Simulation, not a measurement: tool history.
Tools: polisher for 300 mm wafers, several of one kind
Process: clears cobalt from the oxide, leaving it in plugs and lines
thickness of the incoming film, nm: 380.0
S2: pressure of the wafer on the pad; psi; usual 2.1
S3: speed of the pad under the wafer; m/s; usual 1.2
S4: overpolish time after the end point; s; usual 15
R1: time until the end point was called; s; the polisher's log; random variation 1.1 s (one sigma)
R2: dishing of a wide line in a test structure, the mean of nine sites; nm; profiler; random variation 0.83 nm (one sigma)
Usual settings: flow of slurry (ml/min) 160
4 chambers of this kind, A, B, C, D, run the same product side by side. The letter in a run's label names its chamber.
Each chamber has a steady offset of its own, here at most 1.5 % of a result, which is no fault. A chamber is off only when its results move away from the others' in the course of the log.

{"hour": 3.7, "done": "chamber D: worn pad replaced by a new one"}
{"run": "1B", "hour": 9.2, "flow of slurry (ml/min)": 160, "S2": 2.1, "S3": 1.2, "S4": 15, "R1": 57.209, "R2": 40.962}
{"run": "2A", "hour": 18.2, "flow of slurry (ml/min)": 160, "S2": 2.1, "S3": 1.2, "S4": 15, "R1": 55.585, "R2": 39.37}
{"run": "3D", "hour": 22.7, "flow of slurry (ml/min)": 160, "S2": 2.1, "S3": 1.2, "S4": 15, "R1": 57.019, "R2": 39.402}
{"run": "4C", "hour": 27.7, "flow of slurry (ml/min)": 160, "S2": 2.1, "S3": 1.2, "S4": 15, "R1": 56.453, "R2": 39.236}
{"run": "5B", "hour": 32.8, "flow of slurry (ml/min)": 160, "S2": 2.1, "S3": 1.2, "S4": 15, "R1": 58.511, "R2": 39.974}
{"run": "6C", "hour": 39.0, "flow of slurry (ml/min)": 160, "S2": 2.1, "S3": 1.2, "S4": 15, "R1": 56.71, "R2": 39.023}
{"run": "7D", "hour": 43.8, "flow of slurry (ml/min)": 160, "S2": 2.1, "S3": 1.2, "S4": 15, "R1": 56.596, "R2": 39.103}
{"run": "8A", "hour": 48.8, "flow of slurry (ml/min)": 160, "S2": 2.1, "S3": 1.2, "S4": 15, "R1": 56.973, "R2": 40.366}
{"hour": 51.1, "done": "chamber B: slurry nozzle cleaned"}
{"run": "9B", "hour": 54.9, "flow of slurry (ml/min)": 160, "S2": 2.1, "S3": 1.2, "S4": 15, "R1": 54.943, "R2": 40.09}
{"hour": 57.6, "done": "chamber D: head pressure recalibrated"}
{"hour": 61.6, "done": "chamber B: worn pad replaced by a new one"}
{"run": "10A", "hour": 64.3, "flow of slurry (ml/min)": 160, "S2": 2.1, "S3": 1.2, "S4": 12, "R1": 56.554, "R2": 37.096}
{"run": "11C", "hour": 73.4, "flow of slurry (ml/min)": 160, "S2": 2.1, "S3": 1.2, "S4": 12, "R1": 56.677, "R2": 36.844}
{"run": "12D", "hour": 82.2, "flow of slurry (ml/min)": 160, "S2": 2.1, "S3": 1.2, "S4": 12, "R1": 56.718, "R2": 36.407}
{"hour": 83.0, "done": "chamber A: worn pad replaced by a new one"}
{"run": "13A", "hour": 89.6, "flow of slurry (ml/min)": 160, "S2": 2.1, "S3": 1.2, "S4": 12, "R1": 55.836, "R2": 37.015}
{"run": "14B", "hour": 96.5, "flow of slurry (ml/min)": 160, "S2": 2.1, "S3": 1.2, "S4": 15, "R1": 58.001, "R2": 39.775}
{"run": "15C", "hour": 103.6, "flow of slurry (ml/min)": 160, "S2": 2.1, "S3": 1.2, "S4": 15, "R1": 59.231, "R2": 39.942}
{"run": "16D", "hour": 109.0, "flow of slurry (ml/min)": 160, "S2": 2.1, "S3": 1.2, "S4": 15, "R1": 57.108, "R2": 39.446}
{"run": "17A", "hour": 115.3, "flow of slurry (ml/min)": 160, "S2": 2.1, "S3": 1.2, "S4": 15, "R1": 56.099, "R2": 39.954}
{"run": "18C", "hour": 124.6, "flow of slurry (ml/min)": 160, "S2": 2.1, "S3": 1.2, "S4": 15, "R1": 56.847, "R2": 38.732}
{"run": "19D", "hour": 133.6, "flow of slurry (ml/min)": 160, "S2": 2.1, "S3": 1.2, "S4": 15, "R1": 57.747, "R2": 40.162}
{"run": "20B", "hour": 141.2, "flow of slurry (ml/min)": 160, "S2": 2.1, "S3": 1.2, "S4": 15, "R1": 55.781, "R2": 40.536}
{"hour": 148.3, "done": "chamber D: worn pad replaced by a new one"}
{"run": "21D", "hour": 149.0, "flow of slurry (ml/min)": 160, "S2": 2.1, "S3": 1.2, "S4": 15, "R1": 57.873, "R2": 38.679}
{"run": "22B", "hour": 157.0, "flow of slurry (ml/min)": 160, "S2": 2.1, "S3": 1.2, "S4": 15, "R1": 54.597, "R2": 40.929}
{"run": "23C", "hour": 165.4, "flow of slurry (ml/min)": 160, "S2": 2.1, "S3": 1.2, "S4": 15, "R1": 59.661, "R2": 39.132}
{"run": "24A", "hour": 174.4, "flow of slurry (ml/min)": 160, "S2": 2.1, "S3": 1.2, "S4": 15, "R1": 57.639, "R2": 39.669}
{"run": "25A", "hour": 181.7, "flow of slurry (ml/min)": 160, "S2": 2.1, "S3": 1.2, "S4": 15, "R1": 56.575, "R2": 40.063}
{"run": "26D", "hour": 187.6, "flow of slurry (ml/min)": 160, "S2": 2.1, "S3": 1.2, "S4": 15, "R1": 56.194, "R2": 39.61}
{"hour": 189.8, "done": "chamber A: worn pad replaced by a new one"}
{"run": "27B", "hour": 195.7, "flow of slurry (ml/min)": 160, "S2": 2.1, "S3": 1.2, "S4": 15, "R1": 57.266, "R2": 38.779}
{"hour": 200.9, "done": "chamber B: worn pad replaced by a new one"}
{"run": "28C", "hour": 200.9, "flow of slurry (ml/min)": 160, "S2": 2.1, "S3": 1.2, "S4": 15, "R1": 63.133, "R2": 38.312}
{"run": "29C", "hour": 208.6, "flow of slurry (ml/min)": 160, "S2": 2.1, "S3": 1.2, "S4": 15, "R1": 61.033, "R2": 38.861}
{"run": "30D", "hour": 217.9, "flow of slurry (ml/min)": 110, "S2": 2.1, "S3": 1.2, "S4": 11, "R1": 62.304, "R2": 34.401}
{"run": "31A", "hour": 226.5, "flow of slurry (ml/min)": 110, "S2": 2.1, "S3": 1.2, "S4": 11, "R1": 60.985, "R2": 35.911}
{"run": "32B", "hour": 230.6, "flow of slurry (ml/min)": 110, "S2": 2.1, "S3": 1.2, "S4": 11, "R1": 60.984, "R2": 33.777}
{"run": "33B", "hour": 234.9, "flow of slurry (ml/min)": 110, "S2": 2.1, "S3": 1.2, "S4": 11, "R1": 61.746, "R2": 34.961}
{"run": "34D", "hour": 244.3, "flow of slurry (ml/min)": 160, "S2": 2.1, "S3": 1.2, "S4": 15, "R1": 58.611, "R2": 39.874}

What goes on in this fleet: one chamber off, a drifting gauge, or nothing beyond the chambers' own small offsets? Name the chamber and the cause, if any.

Chamber C drifts away from the others.
Cause: removal rate lost through wear of the pad, % = 10.6.
The log may not tell that from: slurry flow missing at the pad, %; head's pressure below its setpoint, %.

Here are 4 candidates for chamber C's next run, each the usual settings with a change, their results left as question marks. Which one brings its results back in line with what the others give on the usual settings?
In line means no further than this from the other chambers' mean on the usual settings: R1 3.7 s; R2 2.9 nm
{"run": "35C-1", "hour": 251.0, "flow of slurry (ml/min)": 155, "S2": 1.9, "S3": 1.06, "S4": 15, "R1": "?", "R2": "?"}
{"run": "35C-2", "hour": 251.0, "flow of slurry (ml/min)": 165, "S2": 2.3, "S3": 1.36, "S4": 15, "R1": "?", "R2": "?"}
{"run": "35C-3", "hour": 251.0, "flow of slurry (ml/min)": 160, "S2": 2, "S3": 1.14, "S4": 15, "R1": "?", "R2": "?"}
{"run": "35C-4", "hour": 251.0, "flow of slurry (ml/min)": 160, "S2": 2.2, "S3": 1.26, "S4": 15, "R1": "?", "R2": "?"}

The other chambers' mean on the usual settings: R1 56.983 s; R2 39.819 nm
run=35C-1 R1=80.067 R2=35.727
run=35C-2 R1=50.774 R2=41.11
run=35C-3 R1=70.25 R2=37.524
run=35C-4 R1=57.649 R2=39.87
35C-4 brings the chamber back in line.

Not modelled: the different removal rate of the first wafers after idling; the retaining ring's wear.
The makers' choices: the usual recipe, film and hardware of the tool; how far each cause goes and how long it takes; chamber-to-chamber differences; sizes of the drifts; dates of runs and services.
